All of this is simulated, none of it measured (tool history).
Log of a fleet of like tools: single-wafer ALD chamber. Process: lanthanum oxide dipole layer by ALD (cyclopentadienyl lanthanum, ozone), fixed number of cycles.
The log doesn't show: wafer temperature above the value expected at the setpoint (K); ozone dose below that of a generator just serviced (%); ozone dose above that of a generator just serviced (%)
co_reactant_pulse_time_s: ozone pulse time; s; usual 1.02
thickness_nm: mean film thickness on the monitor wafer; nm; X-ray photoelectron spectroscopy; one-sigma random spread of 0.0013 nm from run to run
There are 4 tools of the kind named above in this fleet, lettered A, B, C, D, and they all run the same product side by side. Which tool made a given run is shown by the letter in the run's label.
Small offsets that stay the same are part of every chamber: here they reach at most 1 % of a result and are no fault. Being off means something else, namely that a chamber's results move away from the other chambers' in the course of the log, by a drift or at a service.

run,hour,co_reactant_pulse_time_s,hours since the last thermocouple change,hours since the last ozone generator service,"read-back reference wafer on the same gauge, thickness_nm",thickness_nm
1D,10,1.02,523.3,1298.8,0.5072,0.50078
2C,20.1,1.02,1189.1,196.2,0.50677,0.50137
3B,32.8,1.02,1228,1058.9,0.50682,0.50494
4A,42.2,1.02,989.8,1232.5,0.50718,0.50199
5D,58.5,1.02,571.8,1347.3,0.50698,0.50192
6C,72.3,1.41,1241.3,248.4,0.5071,0.53993
7A,88.4,1.41,1036,1278.7,0.50724,0.54007
8B,99.5,1.41,1294.7,1125.6,0.50738,0.54131
9C,115.3,1.41,1284.3,291.4,0.50693,0.54204
10A,125.2,1.02,1072.8,1315.5,0.5067,0.49738
11B,137.6,1.02,1332.8,1163.7,0.50721,0.50211
12D,149.6,1.02,662.9,1438.4,0.50702,0.50253
13C,158.7,1.02,1327.7,334.8,0.50704,0.50042
14D,174.2,1.02,687.5,1463,0.507,0.50019
15A,187.1,1.02,1134.7,1377.4,0.50699,0.50269
16B,194.4,1.02,1389.6,1220.5,0.50731,0.5023
17C,209.6,0.88,1378.6,385.7,0.50688,0.47658
18B,226,0.88,1421.2,1252.1,0.50722,0.47819
19A,237.6,0.88,1185.2,1427.9,0.50722,0.47563
20D,245.2,0.88,758.5,1534,0.50671,0.47356
21C,259.5,1.02,1428.5,435.6,0.50738,0.50151
22B,266.7,1.02,1461.9,1292.8,0.50679,0.5015
23D,277.9,1.02,791.2,1566.7,0.50716,0.5009
24A,294.5,1.02,1242.1,1484.8,0.507,0.50058
25D,305.5,1.02,818.8,1594.3,0.50738,0.50249
# hour 308.6: chamber A: thermocouple changed; heater temperature recalibrated
26C,318.9,1.02,1487.9,495,0.50696,0.5004
27B,332.3,1.02,1527.5,1358.4,0.50683,0.50539
28A,340.3,1.02,31.8,1530.6,0.50702,0.50007
29C,356.7,1.02,1525.7,532.8,0.50722,0.50074
30D,366.4,0.86,879.7,1655.2,0.50716,0.47312
31A,378.2,0.86,69.7,1568.5,0.50737,0.47249

All 4 chambers run these settings next. Forecast each chamber's results:
32A,390.2,1.02,,,,?
32B,390.2,1.02,,,,?
32C,390.2,1.02,,,,?
32D,390.2,1.02,,,,?

run,thickness_nm
32A,0.49955
32B,0.50166
32C,0.49917
32D,0.50057
